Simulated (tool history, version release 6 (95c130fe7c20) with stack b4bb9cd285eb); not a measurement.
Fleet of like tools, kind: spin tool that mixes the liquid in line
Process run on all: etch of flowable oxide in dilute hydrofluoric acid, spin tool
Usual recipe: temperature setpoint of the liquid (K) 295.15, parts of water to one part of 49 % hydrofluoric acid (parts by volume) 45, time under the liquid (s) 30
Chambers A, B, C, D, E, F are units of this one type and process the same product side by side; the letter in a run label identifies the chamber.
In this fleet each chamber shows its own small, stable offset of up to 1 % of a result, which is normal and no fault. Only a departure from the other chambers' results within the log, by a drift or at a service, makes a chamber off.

run	hour	temperature setpoint of the liquid (K)	parts of water to one part of 49 % hydrofluoric acid (parts by volume)	time under the liquid (s)	read-back film thickness of the flowable oxide reference wafer, read on the same gauge (nm)	thickness taken off the flowable oxide on a monitor wafer (nm)
# hour 9.2: chamber B: hydrofluoric acid flow meter replaced
1D	15.9	295.15	45	30	69.991	31.362
2A	31.8	295.15	45	30	70.004	31.421
3F	43.8	295.15	45	30	70	31.281
4C	53.7	295.15	45	30	70.003	31.411
5B	68	295.15	45	30	70.025	31.485
6E	82.8	295.15	45	30	70.013	31.469
7C	94.3	295.15	45	30	70.019	31.222
8D	108.9	295.15	45	30	69.986	31.322
9E	123.6	295.15	45	30	69.99	31.226
10F	131	293.15	45	30	70.004	28.673
11A	139.9	293.15	45	30	69.979	28.707
12B	150.8	293.15	45	30	70.003	28.817
13B	165.7	293.15	45	30	70.005	28.859
14D	176.8	293.15	45	30	70.018	28.752
15C	183.9	293.15	45	30	70.026	28.882
16E	192.9	295.15	45	30	69.989	31.468
17F	208.9	295.15	45	30	69.982	31.164
# hour 224.1: chamber F: hydrofluoric acid flow meter replaced
18A	224.5	298.15	45	30	70.004	35.481
# hour 230.8: chamber B: thermometer replaced
19D	236	298.15	45	30	70.014	35.484
20B	246.1	298.15	45	30	69.995	35.524
21E	261.4	298.15	45	30	70.014	35.777
22F	274.1	298.15	45	30	69.977	35.348
23C	282.5	298.15	45	30	69.998	35.276
24A	290.9	295.15	45	30	69.978	31.437
25C	303.1	295.15	45	30	69.975	31.393
# hour 305.1: chamber C: hydrofluoric acid flow meter replaced
26E	315.1	295.15	45	30	70.001	31.518
27A	330.7	295.15	45	30	69.989	31.325
# hour 333.1: chamber E: hydrofluoric acid flow meter replaced
28D	339.7	295.15	45	30	70.014	31.183
29B	351.8	295.15	45	30	69.98	31.177
30F	358.8	295.15	45	30	70.021	31.365
31A	367.7	295.15	45	30	70.011	31.51
32E	376.3	295.15	45	30	70.038	31.454
# hour 376.6: chamber A: hydrofluoric acid flow meter replaced
33B	389.1	295.15	45	30	70.004	31.173
# hour 398.1: chamber B: hydrofluoric acid flow meter replaced
34F	398.2	295.15	45	30	70.001	31.316
35D	410.2	295.15	45	30	69.992	31.314
36C	418.5	295.15	45	30	70.018	31.248
37A	429	295.15	45	30	69.974	31.418
38E	437	295.15	45	30	69.981	31.631
39B	446.7	295.15	45	30	70.013	31.166
40C	454.5	295.15	45	30	69.991	31.267

The same settings go to every chamber for the next run, one line per chamber below. Forecast the results for each:
41A	466.1	295.15	45	30		?
41B	466.1	295.15	45	30		?
41C	466.1	295.15	45	30		?
41D	466.1	295.15	45	30		?
41E	466.1	295.15	45	30		?
41F	466.1	295.15	45	30		?

run	thickness taken off the flowable oxide on a monitor wafer (nm)
41A	31.392
41B	31.117
41C	31.331
41D	31.258
41E	31.567
41F	31.123
